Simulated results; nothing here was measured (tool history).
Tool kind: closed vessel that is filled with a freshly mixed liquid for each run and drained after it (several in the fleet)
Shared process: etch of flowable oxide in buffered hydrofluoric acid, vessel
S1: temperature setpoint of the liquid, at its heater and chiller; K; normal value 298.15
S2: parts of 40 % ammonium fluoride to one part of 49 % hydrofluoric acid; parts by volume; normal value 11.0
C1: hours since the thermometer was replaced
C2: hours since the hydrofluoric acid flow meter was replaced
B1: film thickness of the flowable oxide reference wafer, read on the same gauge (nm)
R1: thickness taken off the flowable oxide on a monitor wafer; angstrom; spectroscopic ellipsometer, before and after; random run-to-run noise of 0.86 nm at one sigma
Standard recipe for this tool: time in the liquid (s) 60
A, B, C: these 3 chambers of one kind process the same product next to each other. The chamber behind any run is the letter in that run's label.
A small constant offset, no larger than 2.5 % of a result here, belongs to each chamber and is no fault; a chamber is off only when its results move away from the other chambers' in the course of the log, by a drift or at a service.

{"run": "1C", "hour": 9.6, "S1": 298.15, "S2": 11.0, "time in the liquid (s)": 60, "C1": 305.7, "C2": 636.5, "B1": 59.996, "R1": 1351.5}
{"run": "2A", "hour": 25.3, "S1": 298.15, "S2": 11.0, "time in the liquid (s)": 60, "C1": 2409.5, "C2": 889.5, "B1": 60.003, "R1": 1367.4}
{"run": "3B", "hour": 32.4, "S1": 298.15, "S2": 11.0, "time in the liquid (s)": 60, "C1": 316.6, "C2": 99.8, "B1": 60.015, "R1": 1329.7}
{"run": "4B", "hour": 43.2, "S1": 298.15, "S2": 11.0, "time in the liquid (s)": 60, "C1": 327.4, "C2": 110.6, "B1": 59.994, "R1": 1336.6}
{"run": "5A", "hour": 51.5, "S1": 298.15, "S2": 11.0, "time in the liquid (s)": 60, "C1": 2435.7, "C2": 915.7, "B1": 60.014, "R1": 1343.1}
{"run": "6C", "hour": 63.5, "S1": 298.15, "S2": 11.0, "time in the liquid (s)": 60, "C1": 359.6, "C2": 690.4, "B1": 59.993, "R1": 1367.8}
{"run": "7C", "hour": 72.1, "S1": 298.15, "S2": 11.0, "time in the liquid (s)": 60, "C1": 368.2, "C2": 699.0, "B1": 59.992, "R1": 1372.6}
{"run": "8A", "hour": 79.2, "S1": 298.15, "S2": 7.5, "time in the liquid (s)": 60, "C1": 2463.4, "C2": 943.4, "B1": 59.987, "R1": 1921.8}
{"run": "9B", "hour": 92.9, "S1": 298.15, "S2": 7.5, "time in the liquid (s)": 60, "C1": 377.1, "C2": 160.3, "B1": 60.005, "R1": 1931.3}
{"run": "10A", "hour": 107.3, "S1": 298.15, "S2": 7.5, "time in the liquid (s)": 60, "C1": 2491.5, "C2": 971.5, "B1": 60.016, "R1": 1939.9}
{"run": "11B", "hour": 119.1, "S1": 298.15, "S2": 11.0, "time in the liquid (s)": 60, "C1": 403.3, "C2": 186.5, "B1": 60.001, "R1": 1343.5}
{"run": "12C", "hour": 133.5, "S1": 298.15, "S2": 11.0, "time in the liquid (s)": 60, "C1": 429.6, "C2": 760.4, "B1": 60.015, "R1": 1384.5}
{"run": "13C", "hour": 141.0, "S1": 298.15, "S2": 11.0, "time in the liquid (s)": 60, "C1": 437.1, "C2": 767.9, "B1": 59.981, "R1": 1400.1}
{"run": "14B", "hour": 151.8, "S1": 298.15, "S2": 11.0, "time in the liquid (s)": 60, "C1": 436.0, "C2": 219.2, "B1": 60.019, "R1": 1357.4}
{"run": "15A", "hour": 160.2, "S1": 298.15, "S2": 11.0, "time in the liquid (s)": 60, "C1": 2544.4, "C2": 1024.4, "B1": 60.021, "R1": 1359.8}
{"run": "16C", "hour": 171.3, "S1": 298.15, "S2": 11.0, "time in the liquid (s)": 35, "C1": 467.4, "C2": 798.2, "B1": 59.994, "R1": 819.88}
{"run": "17B", "hour": 182.0, "S1": 298.15, "S2": 11.0, "time in the liquid (s)": 35, "C1": 466.2, "C2": 249.4, "B1": 60.048, "R1": 778.9}
{"run": "18A", "hour": 197.8, "S1": 298.15, "S2": 11.0, "time in the liquid (s)": 35, "C1": 2582.0, "C2": 1062.0, "B1": 59.982, "R1": 779.8}
{"run": "19B", "hour": 205.5, "S1": 298.15, "S2": 8.0, "time in the liquid (s)": 60, "C1": 489.7, "C2": 272.9, "B1": 59.957, "R1": 1777.5}
{"hour": 209.8, "done": "chamber A: hydrofluoric acid flow meter replaced"}
{"run": "20A", "hour": 219.8, "S1": 298.15, "S2": 8.0, "time in the liquid (s)": 60, "C1": 2604.0, "C2": 10.1, "B1": 59.958, "R1": 1805.8}
{"run": "21C", "hour": 230.3, "S1": 298.15, "S2": 8.0, "time in the liquid (s)": 60, "C1": 526.4, "C2": 857.2, "B1": 60.011, "R1": 1904.4}
{"run": "22C", "hour": 246.4, "S1": 298.15, "S2": 7.5, "time in the liquid (s)": 60, "C1": 542.5, "C2": 873.3, "B1": 60.045, "R1": 2058.3}
{"run": "23A", "hour": 254.1, "S1": 298.15, "S2": 7.5, "time in the liquid (s)": 60, "C1": 2638.3, "C2": 44.4, "B1": 60.023, "R1": 1928.8}
{"run": "24B", "hour": 262.8, "S1": 298.15, "S2": 7.5, "time in the liquid (s)": 60, "C1": 547.0, "C2": 330.2, "B1": 59.996, "R1": 1930.0}
{"run": "25C", "hour": 277.2, "S1": 298.15, "S2": 11.0, "time in the liquid (s)": 60, "C1": 573.3, "C2": 904.1, "B1": 60.008, "R1": 1456.5}
{"run": "26A", "hour": 289.5, "S1": 298.15, "S2": 11.0, "time in the liquid (s)": 60, "C1": 2673.7, "C2": 79.8, "B1": 60.008, "R1": 1353.7}
{"run": "27B", "hour": 304.6, "S1": 298.15, "S2": 11.0, "time in the liquid (s)": 60, "C1": 588.8, "C2": 372.0, "B1": 59.958, "R1": 1355.0}
{"run": "28B", "hour": 318.9, "S1": 298.15, "S2": 11.0, "time in the liquid (s)": 60, "C1": 603.1, "C2": 386.3, "B1": 60.005, "R1": 1345.2}

Is one chamber out of step, is the gauge drifting, or do the chambers differ by no more than their own small offsets? For an off chamber, give its letter and the likeliest cause.

Little by little, chamber C moves away from the other chambers.
Most likely cause: liquid hotter than its thermometer reads (K) = 1.33.
The log might look much the same if the cause were instead: hydrofluoric acid flow above the setpoint (%).

Chamber C could run next with any of the 4 candidate recipes listed below; each alters the usual settings, and their results appear as question marks. Which one brings its results back in line with what the other chambers deliver on the usual settings?
Maximum distance from the other chambers' mean on the usual settings for a result to count as in line: R1 30.00 angstrom
{"run": "29C-1", "hour": 330.5, "S1": 298.15, "S2": 12.0, "time in the liquid (s)": 60, "R1": "?"}
{"run": "29C-2", "hour": 330.5, "S1": 298.15, "S2": 10.5, "time in the liquid (s)": 60, "R1": "?"}
{"run": "29C-3", "hour": 330.5, "S1": 298.15, "S2": 11.5, "time in the liquid (s)": 60, "R1": "?"}
{"run": "29C-4", "hour": 330.5, "S1": 298.15, "S2": 11.0, "time in the liquid (s)": 65, "R1": "?"}

The mean the other chambers reach with the usual settings: R1 1348.00 angstrom
run=29C-1 R1=1351.80
run=29C-2 R1=1539.70
run=29C-3 R1=1409.10
run=29C-4 R1=1594.20
The answer is 29C-1, which returns the chamber to within the allowed miss of the others.
